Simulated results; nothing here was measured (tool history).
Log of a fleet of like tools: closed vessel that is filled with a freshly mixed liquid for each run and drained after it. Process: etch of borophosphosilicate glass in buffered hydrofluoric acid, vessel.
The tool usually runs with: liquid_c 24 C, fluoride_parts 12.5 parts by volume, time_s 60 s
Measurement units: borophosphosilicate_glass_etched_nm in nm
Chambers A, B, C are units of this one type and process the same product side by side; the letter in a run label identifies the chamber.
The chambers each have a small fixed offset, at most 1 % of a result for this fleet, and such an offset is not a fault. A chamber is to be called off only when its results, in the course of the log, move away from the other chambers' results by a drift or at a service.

run    day  liquid_c  fluoride_parts  time_s  read-back film thickness of the borophosphosilicate glass reference wafer, read on the same gauge (nm)  borophosphosilicate_glass_etched_nm
 1C  0.433        24            12.5      60                                                                                                  129.99                               59.514
 2B  0.921        24            12.5      60                                                                                                  129.99                               60.123
 3A  1.296        24            12.5      60                                                                                                     130                               61.191
 4B    1.8        24            12.5      60                                                                                                  130.02                                59.81
 5C  2.154      28.5              16      60                                                                                                     130                               59.014
 6A  2.696      28.5              16      60                                                                                                  130.01                               61.029
 7A  3.171      28.5              16      60                                                                                                     130                               60.675
 8C  3.458        24            12.5      60                                                                                                     130                               59.363
 9B  3.783        24            12.5      60                                                                                                  130.01                               61.429
10A  4.121        24            12.5      60                                                                                                  130.02                               60.821
     4.133  -- chamber C: hydrofluoric acid flow meter replaced
11C  4.608        20            12.5      60                                                                                                  129.99                               48.449
12B   4.95        20            12.5      60                                                                                                  130.01                               49.319
13B  5.442        20            12.5      60                                                                                                  129.99                               49.527
14C  5.771        24            12.5      60                                                                                                  130.02                               59.943
15A  6.125      22.5            10.5      60                                                                                                     130                                66.56
16C    6.6      22.5            10.5      60                                                                                                  129.98                                65.43
17A  7.175      22.5            10.5      60                                                                                                  129.99                               65.497
18B   7.75        24            12.5      60                                                                                                     130                               64.676
     7.938  -- chamber B: thermometer replaced
19B  8.288        24            12.5      60                                                                                                     130                               64.119
20A  8.675        24            10.5      60                                                                                                  129.98                               71.804

Which is it: a chamber that has drifted or been left off by a service, a gauge drift common to all chambers, or only each chamber's usual small offset? If a chamber is off, name it and its likeliest cause.

Chamber B drifts away from the others.
Likeliest cause: hydrofluoric acid flow above the setpoint (%) = 8.72.

Chamber B could run next with any of the 4 candidate recipes listed below; each alters the usual settings, and their results appear as question marks. Which one brings its results back in line with what the other chambers deliver on the usual settings?
A result is in line if it is within this distance of the other chambers' mean on the usual settings: borophosphosilicate_glass_etched_nm 1.5 nm
21B-1  9.104      24.5            12.5      60                                                                                                                                            ?
21B-2  9.104      25.5            12.5      60                                                                                                                                            ?
21B-3  9.104      23.5            12.5      60                                                                                                                                            ?
21B-4  9.104      23.5              13      60                                                                                                                                            ?

The other chambers' mean on the usual settings: borophosphosilicate_glass_etched_nm 60.295 nm
  run  borophosphosilicate_glass_etched_nm
21B-1                               66.519
21B-2                               70.221
21B-3                               62.957
21B-4                                60.55
Change 21B-4 lands the chamber within the allowed miss of the other chambers.
